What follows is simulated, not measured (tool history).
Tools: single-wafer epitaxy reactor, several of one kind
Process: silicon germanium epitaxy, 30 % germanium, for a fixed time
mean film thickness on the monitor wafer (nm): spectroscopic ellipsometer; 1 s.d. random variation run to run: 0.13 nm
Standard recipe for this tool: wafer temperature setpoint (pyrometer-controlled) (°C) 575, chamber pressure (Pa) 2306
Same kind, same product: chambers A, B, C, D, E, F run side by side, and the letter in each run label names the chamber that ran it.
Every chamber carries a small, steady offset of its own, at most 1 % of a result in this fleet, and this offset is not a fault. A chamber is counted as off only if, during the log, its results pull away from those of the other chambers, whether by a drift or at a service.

run   hour  wafer temperature setpoint (pyrometer-controlled) (°C)  chamber pressure (Pa)  hours since the last pyrometer calibration  hours since the last manometer calibration  read-back reference wafer on the same gauge, thickness_nm  mean film thickness on the monitor wafer (nm)
 1F    9.1                                                     575                   2306                                      1928.1                                      1753.9                                                     41.401                                         34.892
 2E   13.5                                                     575                   2306                                      1195.7                                       935.1                                                     41.435                                         34.884
 3C   18.9                                                     575                   2306                                      1911.4                                       359.6                                                     41.432                                         35.305
      24.7  -- chamber B: pyrometer calibrated
 4D   25.5                                                     575                   2306                                       900.6                                       756.5                                                     41.370                                         34.621
 5B   34.1                                                     565                   1893                                         9.4                                      1012.9                                                     41.396                                         26.482
 6A   43.2                                                     565                   1893                                      2590.6                                      1373.0                                                     41.400                                         26.423
 7F   48.9                                                     565                   1893                                      1967.9                                      1793.7                                                     41.374                                         26.539
 8B   57.1                                                     565                   1893                                        32.4                                      1035.9                                                     41.357                                         26.438
 9D   62.7                                                     565                   1893                                       937.8                                       793.7                                                     41.376                                         26.464
10A   67.2                                                     565                   1893                                      2614.6                                      1397.0                                                     41.412                                         26.493
11E   72.1                                                     575                   2306                                      1254.3                                       993.7                                                     41.405                                         34.730
12C   77.3                                                     575                   2306                                      1969.8                                       418.0                                                     41.437                                         35.087
13D   84.1                                                     575                   2613                                       959.2                                       815.1                                                     41.427                                         36.545
14A   92.0                                                     575                   2613                                      2639.4                                      1421.8                                                     41.426                                         36.827
15F   96.7                                                     575                   2613                                      2015.7                                      1841.5                                                     41.377                                         36.334
16B  101.8                                                     575                   2613                                        77.1                                      1080.6                                                     41.387                                         36.744
17C  109.8                                                     575                   2613                                      2002.3                                       450.5                                                     41.402                                         36.942
18E  115.6                                                     575                   2613                                      1297.8                                      1037.2                                                     41.421                                         36.506
19C  122.4                                                     575                   2306                                      2014.9                                       463.1                                                     41.426                                         35.210
20F  131.9                                                     575                   2306                                      2050.9                                      1876.7                                                     41.416                                         34.359
21A  138.9                                                     575                   2306                                      2686.3                                      1468.7                                                     41.430                                         35.046
22D  147.5                                                     575                   2306                                      1022.6                                       878.5                                                     41.378                                         35.076
23B  152.7                                                     580                   2653                                       128.0                                      1131.5                                                     41.418                                         40.661
24E  156.9                                                     580                   2653                                      1339.1                                      1078.5                                                     41.391                                         40.624
25A  165.8                                                     580                   2653                                      2713.2                                      1495.6                                                     41.405                                         40.683
26C  169.9                                                     580                   2653                                      2062.4                                       510.6                                                     41.394                                         40.767
27E  174.8                                                     580                   2653                                      1357.0                                      1096.4                                                     41.387                                         40.341
28B  184.3                                                     580                   2653                                       159.6                                      1163.1                                                     41.437                                         40.708
29F  192.8                                                     587                   2306                                      2111.8                                      1937.6                                                     41.419                                         43.282
     195.9  -- chamber A: pyrometer calibrated
30D  198.6                                                     587                   2306                                      1073.7                                       929.6                                                     41.451                                         43.677
31A  204.5                                                     587                   2306                                         8.7                                      1534.3                                                     41.416                                         43.879
32F  210.2                                                     587                   2306                                      2129.2                                      1955.0                                                     41.397                                         42.811
33B  215.3                                                     587                   2306                                       190.6                                      1194.1                                                     41.376                                         44.065
     215.6  -- chamber A: capacitance manometer re-zeroed and calibrated
34E  220.5                                                     587                   2306                                      1402.7                                      1142.1                                                     41.406                                         44.053
35D  226.5                                                     575                   2306                                      1101.6                                       957.5                                                     41.419                                         34.649
36C  233.7                                                     575                   2306                                      2126.2                                       574.4                                                     41.413                                         35.299
37D  240.5                                                     575                   2306                                      1115.6                                       971.5                                                     41.398                                         34.858
38E  246.7                                                     575                   2306                                      1428.9                                      1168.3                                                     41.410                                         34.842
39C  253.9                                                     575                   2306                                      2146.4                                       594.6                                                     41.423                                         35.010
40A  260.0                                                     575                   2306                                        64.2                                        44.4                                                     41.391                                         34.997

Decide between three cases: one chamber stands off from its peers, the gauge reading all wafers drifts, or nothing is wrong past each chamber's small offset. Where a chamber is off, say which and what most likely put it there.

One chamber, F, drifts off from the rest bit by bit.
Likeliest cause: wafer temperature below the value expected at the setpoint (K) = 1.94.
It could be hard to tell apart here from: true pressure below the setpoint (%).

Which of the 4 candidates below, each the usual settings with something changed and its results left as question marks, puts chamber F back in line with what the other chambers give on the usual settings?
To be in line, a result may differ from the other chambers' mean on the usual settings by at most: mean film thickness on the monitor wafer (nm) 0.440
41F-1  266.8                                                     575                   1933                                                                                                                                                                                                 ?
41F-2  266.8                                                     575                   2520                                                                                                                                                                                                 ?
41F-3  266.8                                                     573                   2306                                                                                                                                                                                                 ?
41F-4  266.8                                                     575                   2760                                                                                                                                                                                                 ?

The other chambers' mean on the usual settings: mean film thickness on the monitor wafer (nm) 34.904
  run  mean film thickness on the monitor wafer (nm)
41F-1                                         31.378
41F-2                                         34.845
41F-3                                         32.348
41F-4                                         36.124
41F-2 brings the chamber back in line.
